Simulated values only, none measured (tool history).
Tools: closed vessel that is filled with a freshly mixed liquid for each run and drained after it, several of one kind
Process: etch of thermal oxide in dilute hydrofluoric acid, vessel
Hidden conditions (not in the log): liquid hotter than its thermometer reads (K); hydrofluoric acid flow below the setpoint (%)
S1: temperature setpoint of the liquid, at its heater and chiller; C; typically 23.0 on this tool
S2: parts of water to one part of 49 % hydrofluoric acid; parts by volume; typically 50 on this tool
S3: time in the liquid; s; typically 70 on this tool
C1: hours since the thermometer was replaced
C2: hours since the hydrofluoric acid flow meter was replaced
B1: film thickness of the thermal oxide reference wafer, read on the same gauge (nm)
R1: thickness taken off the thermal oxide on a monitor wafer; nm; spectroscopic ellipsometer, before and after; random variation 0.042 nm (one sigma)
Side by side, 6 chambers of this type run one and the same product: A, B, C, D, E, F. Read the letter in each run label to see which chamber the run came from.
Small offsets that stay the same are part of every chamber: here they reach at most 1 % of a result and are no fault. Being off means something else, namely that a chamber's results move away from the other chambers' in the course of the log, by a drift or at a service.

{"run": "1F", "hour": 15.5, "S1": 23.0, "S2": 50, "S3": 70, "C1": 184.5, "C2": 106.6, "B1": 49.971, "R1": 6.5425}
{"run": "2C", "hour": 24.6, "S1": 23.0, "S2": 50, "S3": 70, "C1": 1169.8, "C2": 47.9, "B1": 50.019, "R1": 6.488}
{"run": "3B", "hour": 39.1, "S1": 23.0, "S2": 50, "S3": 70, "C1": 727.2, "C2": 1023.0, "B1": 50.017, "R1": 6.5051}
{"run": "4D", "hour": 53.8, "S1": 23.0, "S2": 50, "S3": 70, "C1": 1302.8, "C2": 1029.9, "B1": 50.063, "R1": 6.5662}
{"run": "5E", "hour": 60.7, "S1": 23.0, "S2": 50, "S3": 70, "C1": 1082.9, "C2": 319.7, "B1": 49.999, "R1": 6.5642}
{"run": "6A", "hour": 70.0, "S1": 23.0, "S2": 50, "S3": 70, "C1": 286.5, "C2": 881.3, "B1": 50.013, "R1": 6.4528}
{"run": "7F", "hour": 85.1, "S1": 23.0, "S2": 50, "S3": 70, "C1": 254.1, "C2": 176.2, "B1": 49.994, "R1": 6.4482}
{"run": "8A", "hour": 99.7, "S1": 23.0, "S2": 65, "S3": 70, "C1": 316.2, "C2": 911.0, "B1": 50.03, "R1": 4.9239}
{"run": "9E", "hour": 112.5, "S1": 23.0, "S2": 65, "S3": 70, "C1": 1134.7, "C2": 371.5, "B1": 50.014, "R1": 4.9578}
{"run": "10B", "hour": 120.7, "S1": 23.0, "S2": 65, "S3": 70, "C1": 808.8, "C2": 1104.6, "B1": 50.05, "R1": 4.9072}
{"hour": 120.9, "done": "chamber B: thermometer replaced"}
{"run": "11C", "hour": 133.5, "S1": 23.0, "S2": 65, "S3": 70, "C1": 1278.7, "C2": 156.8, "B1": 49.969, "R1": 4.8385}
{"run": "12D", "hour": 146.5, "S1": 23.0, "S2": 65, "S3": 70, "C1": 1395.5, "C2": 1122.6, "B1": 50.019, "R1": 4.8877}
{"run": "13D", "hour": 154.3, "S1": 23.0, "S2": 65, "S3": 70, "C1": 1403.3, "C2": 1130.4, "B1": 50.032, "R1": 4.959}
{"run": "14A", "hour": 168.8, "S1": 23.0, "S2": 50, "S3": 70, "C1": 385.3, "C2": 980.1, "B1": 50.021, "R1": 6.5061}
{"run": "15B", "hour": 181.5, "S1": 23.0, "S2": 50, "S3": 70, "C1": 60.7, "C2": 1165.4, "B1": 50.037, "R1": 6.5333}
{"run": "16C", "hour": 189.5, "S1": 23.0, "S2": 50, "S3": 70, "C1": 1334.7, "C2": 212.8, "B1": 49.995, "R1": 6.5509}
{"run": "17E", "hour": 202.1, "S1": 23.0, "S2": 50, "S3": 70, "C1": 1224.3, "C2": 461.1, "B1": 49.997, "R1": 6.5329}
{"run": "18F", "hour": 209.1, "S1": 23.0, "S2": 50, "S3": 70, "C1": 378.1, "C2": 300.2, "B1": 50.024, "R1": 6.5001}
{"run": "19E", "hour": 219.2, "S1": 23.0, "S2": 50, "S3": 70, "C1": 1241.4, "C2": 478.2, "B1": 49.96, "R1": 6.5907}
{"run": "20F", "hour": 231.3, "S1": 23.0, "S2": 50, "S3": 70, "C1": 400.3, "C2": 322.4, "B1": 50.011, "R1": 6.5179}
{"hour": 232.5, "done": "chamber E: hydrofluoric acid flow meter replaced"}
{"hour": 236.3, "done": "chamber A: hydrofluoric acid flow meter replaced"}
{"run": "21D", "hour": 241.3, "S1": 23.0, "S2": 40, "S3": 55, "C1": 1490.3, "C2": 1217.4, "B1": 50.033, "R1": 6.5547}
{"hour": 248.3, "done": "chamber D: hydrofluoric acid flow meter replaced"}
{"run": "22B", "hour": 253.1, "S1": 23.0, "S2": 40, "S3": 55, "C1": 132.3, "C2": 1237.0, "B1": 49.935, "R1": 6.4062}
{"run": "23C", "hour": 262.5, "S1": 23.0, "S2": 40, "S3": 55, "C1": 1407.7, "C2": 285.8, "B1": 50.037, "R1": 6.4467}
{"run": "24A", "hour": 276.2, "S1": 23.0, "S2": 40, "S3": 55, "C1": 492.7, "C2": 39.9, "B1": 49.983, "R1": 6.4781}
{"run": "25E", "hour": 290.2, "S1": 23.0, "S2": 40, "S3": 55, "C1": 1312.4, "C2": 57.7, "B1": 50.027, "R1": 6.5377}
{"run": "26C", "hour": 304.7, "S1": 23.0, "S2": 40, "S3": 55, "C1": 1449.9, "C2": 328.0, "B1": 49.98, "R1": 6.4435}
{"run": "27D", "hour": 314.5, "S1": 23.0, "S2": 50, "S3": 70, "C1": 1563.5, "C2": 66.3, "B1": 49.966, "R1": 6.5707}
{"run": "28B", "hour": 328.6, "S1": 23.0, "S2": 50, "S3": 70, "C1": 207.8, "C2": 1312.5, "B1": 49.974, "R1": 6.4167}
{"run": "29F", "hour": 341.2, "S1": 23.0, "S2": 50, "S3": 70, "C1": 510.2, "C2": 432.3, "B1": 50.008, "R1": 6.4653}
{"run": "30A", "hour": 352.3, "S1": 23.0, "S2": 50, "S3": 70, "C1": 568.8, "C2": 116.0, "B1": 50.036, "R1": 6.6077}
{"run": "31C", "hour": 361.2, "S1": 23.0, "S2": 50, "S3": 70, "C1": 1506.4, "C2": 384.5, "B1": 49.973, "R1": 6.5223}
{"hour": 367.0, "done": "chamber E: thermometer replaced"}
{"run": "32B", "hour": 369.5, "S1": 23.0, "S2": 50, "S3": 70, "C1": 248.7, "C2": 1353.4, "B1": 50.018, "R1": 6.4547}
{"hour": 370.4, "done": "chamber F: hydrofluoric acid flow meter replaced"}
{"run": "33A", "hour": 385.2, "S1": 23.0, "S2": 50, "S3": 70, "C1": 601.7, "C2": 148.9, "B1": 49.986, "R1": 6.531}
{"run": "34D", "hour": 397.7, "S1": 23.0, "S2": 50, "S3": 70, "C1": 1646.7, "C2": 149.5, "B1": 49.989, "R1": 6.6059}
{"run": "35F", "hour": 405.1, "S1": 23.0, "S2": 50, "S3": 70, "C1": 574.1, "C2": 34.7, "B1": 50.058, "R1": 6.5118}
{"run": "36E", "hour": 417.4, "S1": 23.0, "S2": 50, "S3": 70, "C1": 50.4, "C2": 184.9, "B1": 50.001, "R1": 6.5657}
{"run": "37D", "hour": 429.9, "S1": 23.0, "S2": 50, "S3": 70, "C1": 1678.9, "C2": 181.7, "B1": 49.966, "R1": 6.5131}
{"run": "38A", "hour": 444.5, "S1": 20.5, "S2": 50, "S3": 40, "C1": 661.0, "C2": 208.2, "B1": 49.991, "R1": 3.3548}
{"run": "39B", "hour": 458.8, "S1": 20.5, "S2": 50, "S3": 40, "C1": 338.0, "C2": 1442.7, "B1": 49.985, "R1": 3.1932}
{"run": "40C", "hour": 469.6, "S1": 20.5, "S2": 50, "S3": 40, "C1": 1614.8, "C2": 492.9, "B1": 50.006, "R1": 3.3185}
{"run": "41F", "hour": 485.2, "S1": 20.5, "S2": 50, "S3": 40, "C1": 654.2, "C2": 114.8, "B1": 50.012, "R1": 3.3508}
{"run": "42E", "hour": 497.1, "S1": 20.5, "S2": 50, "S3": 40, "C1": 130.1, "C2": 264.6, "B1": 50.028, "R1": 3.3691}
{"run": "43E", "hour": 510.5, "S1": 20.5, "S2": 50, "S3": 40, "C1": 143.5, "C2": 278.0, "B1": 49.986, "R1": 3.3605}
{"run": "44B", "hour": 517.8, "S1": 23.0, "S2": 50, "S3": 70, "C1": 397.0, "C2": 1501.7, "B1": 50.0, "R1": 6.1854}

Is one chamber out of step, is the gauge drifting, or do the chambers differ by no more than their own small offsets? For an off chamber, give its letter and the likeliest cause.

Little by little, chamber B moves away from the other chambers.
What lies behind it: hydrofluoric acid flow below the setpoint (%) = 5.55.
It could be hard to tell apart here from: liquid colder than its thermometer reads (K).

Below are 4 candidate recipes for chamber B's next run, each the usual settings with a change, their results shown as question marks. Which of them brings B's results back in line with what the other chambers give on the usual settings?
In-line tolerance around the mean of the other chambers on the usual settings: R1 0.1500 nm
{"run": "45B-1", "hour": 529.1, "S1": 23.5, "S2": 50, "S3": 70, "R1": "?"}
{"run": "45B-2", "hour": 529.1, "S1": 22.5, "S2": 50, "S3": 70, "R1": "?"}
{"run": "45B-3", "hour": 529.1, "S1": 24.5, "S2": 50, "S3": 70, "R1": "?"}
{"run": "45B-4", "hour": 529.1, "S1": 21.5, "S2": 50, "S3": 70, "R1": "?"}

Average result of the remaining chambers running the usual settings: R1 6.5201 nm
run=45B-1 R1=6.2442
run=45B-2 R1=5.9887
run=45B-3 R1=6.5112
run=45B-4 R1=5.7392
It is 45B-3 that realigns the chamber with its peers.

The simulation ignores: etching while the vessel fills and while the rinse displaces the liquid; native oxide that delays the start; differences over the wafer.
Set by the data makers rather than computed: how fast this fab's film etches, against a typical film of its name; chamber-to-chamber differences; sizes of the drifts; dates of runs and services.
